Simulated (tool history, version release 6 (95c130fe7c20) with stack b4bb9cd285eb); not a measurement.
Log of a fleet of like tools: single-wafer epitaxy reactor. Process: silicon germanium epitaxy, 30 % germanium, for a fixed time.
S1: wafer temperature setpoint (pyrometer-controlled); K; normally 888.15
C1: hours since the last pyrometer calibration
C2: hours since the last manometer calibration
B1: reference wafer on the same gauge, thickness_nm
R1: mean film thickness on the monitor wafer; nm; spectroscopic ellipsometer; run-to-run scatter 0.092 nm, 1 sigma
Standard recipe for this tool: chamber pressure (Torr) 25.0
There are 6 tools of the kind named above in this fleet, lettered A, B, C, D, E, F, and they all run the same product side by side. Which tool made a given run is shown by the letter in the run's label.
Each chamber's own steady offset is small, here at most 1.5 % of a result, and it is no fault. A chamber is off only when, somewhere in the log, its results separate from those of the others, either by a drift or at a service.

Run 1A, hour 4.5: usual settings; C1 338.0; C2 283.1; B1 95.695. Result: R1 83.447 nm.
Run 2C, hour 7.9: usual settings; C1 946.9; C2 90.4; B1 95.685. Result: R1 85.489 nm.
Run 3E, hour 11.4: usual settings; C1 921.3; C2 109.3; B1 95.664. Result: R1 84.392 nm.
Run 4D, hour 14.1: usual settings; C1 87.9; C2 1245.5; B1 95.661. Result: R1 84.311 nm.
Run 5B, hour 19.5: usual settings; C1 309.1; C2 816.2; B1 95.669. Result: R1 85.230 nm.
Run 6F, hour 22.4: usual settings; C1 770.8; C2 987.8; B1 95.657. Result: R1 84.041 nm.
Run 7F, hour 25.7: usual settings; C1 774.1; C2 991.1; B1 95.646. Result: R1 84.204 nm.
Run 8D, hour 28.9: usual settings; C1 102.7; C2 1260.3; B1 95.611. Result: R1 84.347 nm.
Run 9C, hour 32.5: usual settings; C1 971.5; C2 115.0; B1 95.621. Result: R1 85.447 nm.
Run 10B, hour 38.4: usual settings; C1 328.0; C2 835.1; B1 95.598. Result: R1 85.224 nm.
Run 11A, hour 43.4: usual settings; C1 376.9; C2 322.0; B1 95.591. Result: R1 83.319 nm.
Run 12E, hour 48.8: usual settings; C1 958.7; C2 146.7; B1 95.603. Result: R1 84.581 nm.
Run 13D, hour 52.2: usual settings; C1 126.0; C2 1283.6; B1 95.577. Result: R1 84.460 nm.
Run 14A, hour 58.0: usual settings but chamber pressure (Torr) 27.3; C1 391.5; C2 336.6; B1 95.536. Result: R1 86.280 nm.
Run 15C, hour 63.6: usual settings but chamber pressure (Torr) 27.3; C1 1002.6; C2 146.1; B1 95.521. Result: R1 88.288 nm.
Run 16E, hour 66.7: usual settings but chamber pressure (Torr) 27.3; C1 976.6; C2 164.6; B1 95.538. Result: R1 87.167 nm.
Run 17F, hour 70.8: usual settings but chamber pressure (Torr) 27.3; C1 819.2; C2 1036.2; B1 95.498. Result: R1 86.984 nm.
Run 18B, hour 75.7: usual settings but chamber pressure (Torr) 27.3; C1 365.3; C2 872.4; B1 95.498. Result: R1 88.021 nm.
Run 19A, hour 80.3: usual settings but chamber pressure (Torr) 27.3; C1 413.8; C2 358.9; B1 95.488. Result: R1 86.323 nm.
Run 20F, hour 84.1: usual settings; C1 832.5; C2 1049.5; B1 95.516. Result: R1 84.077 nm.
Run 21D, hour 87.4: usual settings; C1 161.2; C2 1318.8; B1 95.458. Result: R1 84.157 nm.
Run 22B, hour 91.8: usual settings; C1 381.4; C2 888.5; B1 95.476. Result: R1 85.064 nm.
Run 23E, hour 95.5: usual settings; C1 1005.4; C2 193.4; B1 95.461. Result: R1 84.236 nm.
Run 24C, hour 100.2: usual settings; C1 1039.2; C2 182.7; B1 95.460. Result: R1 85.265 nm.
Run 25D, hour 105.9: usual settings; C1 179.7; C2 1337.3; B1 95.427. Result: R1 84.123 nm.
Run 26C, hour 111.1: usual settings; C1 1050.1; C2 193.6; B1 95.401. Result: R1 85.135 nm.
Run 27B, hour 115.4: usual settings; C1 405.0; C2 912.1; B1 95.406. Result: R1 85.198 nm.
Run 28A, hour 118.1: usual settings; C1 451.6; C2 396.7; B1 95.400. Result: R1 83.127 nm.
Run 29E, hour 121.5: usual settings but chamber pressure (Torr) 23.1; C1 1031.4; C2 219.4; B1 95.390. Result: R1 81.638 nm.
Run 30F, hour 124.8: usual settings but chamber pressure (Torr) 23.1; C1 873.2; C2 1090.2; B1 95.358. Result: R1 81.412 nm.
Run 31D, hour 129.9: usual settings but chamber pressure (Torr) 23.1; C1 203.7; C2 1361.3; B1 95.364. Result: R1 81.550 nm.
Run 32F, hour 135.2: usual settings but chamber pressure (Torr) 23.1; C1 883.6; C2 1100.6; B1 95.324. Result: R1 81.345 nm.
Run 33C, hour 139.8: usual settings but chamber pressure (Torr) 23.1; C1 1078.8; C2 222.3; B1 95.343. Result: R1 82.500 nm.
Run 34B, hour 142.8: usual settings but chamber pressure (Torr) 23.1; C1 432.4; C2 939.5; B1 95.322. Result: R1 82.364 nm.
Run 35E, hour 146.2: usual settings; C1 1056.1; C2 244.1; B1 95.317. Result: R1 84.044 nm.
Run 36A, hour 149.7: usual settings; C1 483.2; C2 428.3; B1 95.292. Result: R1 83.033 nm.
Run 37A, hour 154.8: usual settings; C1 488.3; C2 433.4; B1 95.310. Result: R1 83.080 nm.
Run 38C, hour 158.0: usual settings but S1 882.15 K, chamber pressure (Torr) 29.4; C1 1097.0; C2 240.5; B1 95.281. Result: R1 81.660 nm.

Has any chamber moved away from the others, gradually or after a service, or does the common gauge drift, or do the chambers differ only by their own small steady offsets? State the chamber and the most likely cause if one applies.

The gauge drifts, so all chambers seem to drift together. No chamber is off.
Most likely cause: gauge reads low (%) = 0.447.

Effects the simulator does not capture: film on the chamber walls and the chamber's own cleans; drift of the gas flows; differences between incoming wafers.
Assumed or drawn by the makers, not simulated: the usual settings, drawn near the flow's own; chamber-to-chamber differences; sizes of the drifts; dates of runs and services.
